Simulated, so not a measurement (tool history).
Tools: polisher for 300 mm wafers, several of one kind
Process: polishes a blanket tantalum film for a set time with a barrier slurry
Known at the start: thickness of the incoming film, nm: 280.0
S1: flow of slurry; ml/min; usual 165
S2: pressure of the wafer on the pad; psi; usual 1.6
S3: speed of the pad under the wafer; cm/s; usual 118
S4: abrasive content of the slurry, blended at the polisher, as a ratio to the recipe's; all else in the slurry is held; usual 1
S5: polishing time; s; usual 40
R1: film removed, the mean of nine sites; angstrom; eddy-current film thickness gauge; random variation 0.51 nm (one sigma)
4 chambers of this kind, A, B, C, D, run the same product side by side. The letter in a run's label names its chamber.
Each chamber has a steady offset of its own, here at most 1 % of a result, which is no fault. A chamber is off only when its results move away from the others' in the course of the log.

run	hour	S1	S2	S3	S4	S5	R1
# hour 0.6: chamber C: slurry nozzle cleaned
1B	13	165	1.6	118	1	40	578.78
# hour 18.6: chamber D: worn pad replaced by a new one
2D	23.9	165	1.6	118	1	40	579.53
3C	31.2	165	1.6	118	1	40	578.37
# hour 37.3: chamber C: slurry blender recalibrated
# hour 41.1: chamber C: head pressure recalibrated
4A	41.5	165	1.6	118	1	40	571.04
# hour 49.4: chamber B: worn pad replaced by a new one
# hour 53.9: chamber A: slurry blender recalibrated
5B	55.6	165	1.6	118	1	40	575.49
# hour 59.1: chamber A: worn pad replaced by a new one
6C	67.8	165	1.6	118	1	40	579.67
# hour 68.8: chamber C: worn pad replaced by a new one
# hour 81.2: chamber D: worn pad replaced by a new one
7D	82.5	165	1.6	118	1	40	590.24
8A	93.4	165	1.6	118	1	40	582.95
9B	101.8	165	1.6	106	1	40	516.92
10C	114.6	165	1.6	106	1	40	520.56
11D	125.4	165	1.6	106	1	40	519.74
# hour 131.8: chamber A: slurry nozzle cleaned
# hour 133.3: chamber D: worn pad replaced by a new one
12A	139.7	165	1.6	106	1	40	517.58
# hour 140.8: chamber D: slurry nozzle cleaned
# hour 144.4: chamber B: slurry blender recalibrated
13C	148.9	165	1.6	118	1	40	568.89
# hour 155: chamber A: worn pad replaced by a new one
14B	159.8	165	1.6	118	1	40	573.47
# hour 172.9: chamber B: worn pad replaced by a new one
15D	174	205	1.6	118	1	40	595.41
16A	181.6	205	1.6	118	1	40	596.85
# hour 184.3: chamber A: slurry blender recalibrated
# hour 187.4: chamber D: worn pad replaced by a new one
17B	193.3	205	1.6	118	1	40	587.18
# hour 194.6: chamber C: worn pad replaced by a new one
18D	200.5	205	1.6	118	1	40	602.08
# hour 205.2: chamber C: slurry blender recalibrated
19C	211	165	1.6	118	1	40	577.45
20A	226.2	165	1.6	118	1	40	577.13
21B	239.1	165	1.6	118	1	40	571.36
# hour 241.5: chamber A: worn pad replaced by a new one
# hour 246.4: chamber D: worn pad replaced by a new one
22D	254.1	165	1.6	118	1	40	580.51
# hour 255.3: chamber C: slurry nozzle cleaned
23C	262.8	165	1.6	118	1	40	581.87
24A	272.4	165	1.6	118	1	40	578.39

Next, every chamber runs the same settings. What will each give?
25A	283.3	165	1.6	158	1	40	?
25B	283.3	165	1.6	158	1	40	?
25C	283.3	165	1.6	158	1	40	?
25D	283.3	165	1.6	158	1	40	?

run	R1
25A	766.19
25B	760.09
25C	777.61
25D	794.29
